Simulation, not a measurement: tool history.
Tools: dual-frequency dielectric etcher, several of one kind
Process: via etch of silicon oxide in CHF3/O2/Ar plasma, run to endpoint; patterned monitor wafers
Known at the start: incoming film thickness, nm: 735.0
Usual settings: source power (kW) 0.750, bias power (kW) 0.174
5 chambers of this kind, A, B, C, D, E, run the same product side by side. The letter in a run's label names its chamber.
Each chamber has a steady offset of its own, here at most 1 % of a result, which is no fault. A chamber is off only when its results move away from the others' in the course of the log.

run	hour	source power (kW)	bias power (kW)	hours since the last wet clean	hours since the last source power generator calibration	hours since the last bias power generator calibration	endpoint time (s)
1B	5.2	0.750	0.174	183.2	773.1	1374.9	346.32
2A	13.2	0.750	0.174	344.5	1041.9	2393.5	345.27
3D	22.4	0.750	0.174	241.7	4016.9	2073.0	341.81
4E	33.4	0.750	0.174	464.5	796.3	274.7	344.44
5C	43.5	0.810	0.174	393.4	1216.1	2996.2	334.18
6D	51.8	0.810	0.174	271.1	4046.3	2102.4	332.10
7A	62.1	0.810	0.174	393.4	1090.8	2442.4	336.75
8C	67.4	0.810	0.174	417.3	1240.0	3020.1	336.27
9B	72.7	0.810	0.174	250.7	840.6	1442.4	336.72
10E	79.9	0.750	0.174	511.0	842.8	321.2	345.66
11B	88.8	0.750	0.174	266.8	856.7	1458.5	345.88
# hour 94.9: chamber C: wet clean of the chamber
12D	95.9	0.750	0.199	315.2	4090.4	2146.5	328.80
13E	101.0	0.750	0.199	532.1	863.9	342.3	328.56
14A	112.0	0.750	0.199	443.3	1140.7	2492.3	330.19
15C	117.1	0.750	0.199	22.3	1289.7	3069.8	347.95
16E	124.4	0.750	0.199	555.5	887.3	365.7	327.99
17A	132.5	0.750	0.174	463.8	1161.2	2512.8	351.92
18B	138.0	0.610	0.215	316.0	905.9	1507.7	347.21
19C	147.8	0.610	0.215	53.0	1320.4	3100.5	362.94
20D	157.6	0.610	0.215	376.9	4152.1	2208.2	345.08
# hour 161.1: chamber D: source power generator calibrated
21D	166.0	0.610	0.215	385.3	5.0	2216.6	344.83
# hour 175.4: chamber C: bias power generator calibrated
22E	177.2	0.610	0.215	608.3	940.1	418.5	348.38
23C	183.1	0.590	0.194	88.3	1355.7	7.8	382.85
24A	188.0	0.590	0.194	519.3	1216.7	2568.3	368.81
25B	193.0	0.590	0.194	371.0	960.9	1562.7	357.91
26A	201.0	0.590	0.194	532.3	1229.7	2581.3	367.58
27E	211.0	0.590	0.194	642.1	973.9	452.3	363.92
28B	217.4	0.750	0.174	395.4	985.3	1587.1	349.10
29C	228.2	0.750	0.174	133.4	1400.8	52.9	359.52
30D	235.0	0.750	0.174	454.3	74.0	2285.6	343.78
# hour 237.6: chamber A: wet clean of the chamber
31A	242.8	0.750	0.174	5.2	1271.5	2623.1	349.64
32D	250.1	0.750	0.174	469.4	89.1	2300.7	347.53

Next, every chamber runs the same settings. What will each give?
33A	258.2	0.880	0.174				?
33B	258.2	0.880	0.174				?
33C	258.2	0.880	0.174				?
33D	258.2	0.880	0.174				?
33E	258.2	0.880	0.174				?

run	endpoint time (s)
33A	325.11
33B	324.59
33C	338.94
33D	325.63
33E	326.43
